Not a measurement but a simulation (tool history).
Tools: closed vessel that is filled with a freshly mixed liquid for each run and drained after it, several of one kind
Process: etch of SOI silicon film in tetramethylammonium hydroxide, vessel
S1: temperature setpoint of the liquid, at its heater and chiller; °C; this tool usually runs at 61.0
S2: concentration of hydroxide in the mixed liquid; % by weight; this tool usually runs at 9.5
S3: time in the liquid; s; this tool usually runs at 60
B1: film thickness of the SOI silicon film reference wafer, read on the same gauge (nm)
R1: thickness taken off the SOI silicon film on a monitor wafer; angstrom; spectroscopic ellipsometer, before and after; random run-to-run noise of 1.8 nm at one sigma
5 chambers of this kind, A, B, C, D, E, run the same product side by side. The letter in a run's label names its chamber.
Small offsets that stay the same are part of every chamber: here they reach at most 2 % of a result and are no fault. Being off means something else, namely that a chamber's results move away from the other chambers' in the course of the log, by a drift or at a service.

Run 1E, hour 11.6: usual settings; B1 29.986. Result: R1 2586.3 angstrom.
Run 2C, hour 22.8: usual settings; B1 29.990. Result: R1 2599.1 angstrom.
At hour 24.3: chamber C: hydroxide flow meter replaced.
Run 3D, hour 34.0: usual settings; B1 29.991. Result: R1 2614.1 angstrom.
Run 4A, hour 47.2: usual settings; B1 30.000. Result: R1 2537.8 angstrom.
Run 5B, hour 59.9: usual settings; B1 29.976. Result: R1 2651.3 angstrom.
Run 6C, hour 69.4: usual settings but S1 64.5 °C, S2 12.0 % by weight; B1 29.995. Result: R1 3003.2 angstrom.
Run 7E, hour 82.5: usual settings but S1 64.5 °C, S2 12.0 % by weight; B1 29.990. Result: R1 2913.5 angstrom.
Run 8D, hour 91.5: usual settings but S1 64.5 °C, S2 12.0 % by weight; B1 30.006. Result: R1 2920.1 angstrom.
At hour 97.5: chamber E: thermometer replaced.
Run 9B, hour 101.9: usual settings but S1 64.5 °C, S2 12.0 % by weight; B1 29.996. Result: R1 2952.7 angstrom.
Run 10A, hour 109.9: usual settings but S1 64.5 °C, S2 12.0 % by weight; B1 29.986. Result: R1 2951.6 angstrom.
Run 11A, hour 119.3: usual settings; B1 29.993. Result: R1 2597.9 angstrom.
Run 12E, hour 129.8: usual settings; B1 30.010. Result: R1 2548.9 angstrom.
Run 13D, hour 138.7: usual settings; B1 30.022. Result: R1 2596.0 angstrom.
Run 14B, hour 145.3: usual settings; B1 29.997. Result: R1 2634.1 angstrom.
Run 15C, hour 151.3: usual settings; B1 29.957. Result: R1 2557.2 angstrom.
Run 16C, hour 163.0: usual settings; B1 30.033. Result: R1 2536.9 angstrom.
Run 17E, hour 174.0: usual settings; B1 30.009. Result: R1 2529.4 angstrom.
Run 18A, hour 184.6: usual settings; B1 29.993. Result: R1 2583.1 angstrom.
Run 19D, hour 196.6: usual settings; B1 30.033. Result: R1 2569.2 angstrom.
Run 20B, hour 207.8: usual settings; B1 29.975. Result: R1 2662.7 angstrom.
Run 21B, hour 214.7: usual settings; B1 29.971. Result: R1 2626.7 angstrom.
Run 22D, hour 223.6: usual settings; B1 30.019. Result: R1 2623.3 angstrom.
Run 23A, hour 234.9: usual settings; B1 29.981. Result: R1 2562.6 angstrom.
Run 24E, hour 241.6: usual settings; B1 29.994. Result: R1 2560.2 angstrom.
Run 25C, hour 248.7: usual settings; B1 30.005. Result: R1 2497.6 angstrom.
Run 26C, hour 260.4: usual settings; B1 29.951. Result: R1 2440.7 angstrom.
Run 27A, hour 268.3: usual settings; B1 30.023. Result: R1 2618.3 angstrom.
Run 28E, hour 275.4: usual settings; B1 30.015. Result: R1 2553.3 angstrom.
Run 29D, hour 285.1: usual settings; B1 30.042. Result: R1 2561.9 angstrom.
Run 30B, hour 295.8: usual settings; B1 30.012. Result: R1 2601.0 angstrom.
Run 31E, hour 307.1: usual settings; B1 30.011. Result: R1 2567.8 angstrom.
Run 32B, hour 318.3: usual settings; B1 29.981. Result: R1 2601.3 angstrom.

Read the log: is a single chamber off, either drifting away or since a service, is the gauge that measures every chamber drifting, or is nothing wrong beyond small per-chamber offsets? Name any odd chamber and what most likely caused it.

It is chamber C that slowly wanders off from its peers.
What lies behind it: liquid colder than its thermometer reads (K) = 1.49.

Chamber C could run next with any of the 4 candidate recipes listed below; each alters the usual settings, and their results appear as question marks. Which one brings its results back in line with what the other chambers deliver on the usual settings?
To be in line, a result may differ from the other chambers' mean on the usual settings by at most: R1 64.0 angstrom
Run 33C-1, hour 327.8: usual settings but S3 55 s. Result: R1 ?.
Run 33C-2, hour 327.8: usual settings but S1 61.5 °C. Result: R1 ?.
Run 33C-3, hour 327.8: usual settings but S1 60.5 °C. Result: R1 ?.
Run 33C-4, hour 327.8: usual settings but S3 65 s. Result: R1 ?.

The other chambers' mean on the usual settings: R1 2583.7 angstrom
  run      R1
33C-1  2205.7
33C-2  2483.0
33C-3  2333.1
33C-4  2606.8
It is 33C-4 that realigns the chamber with its peers.
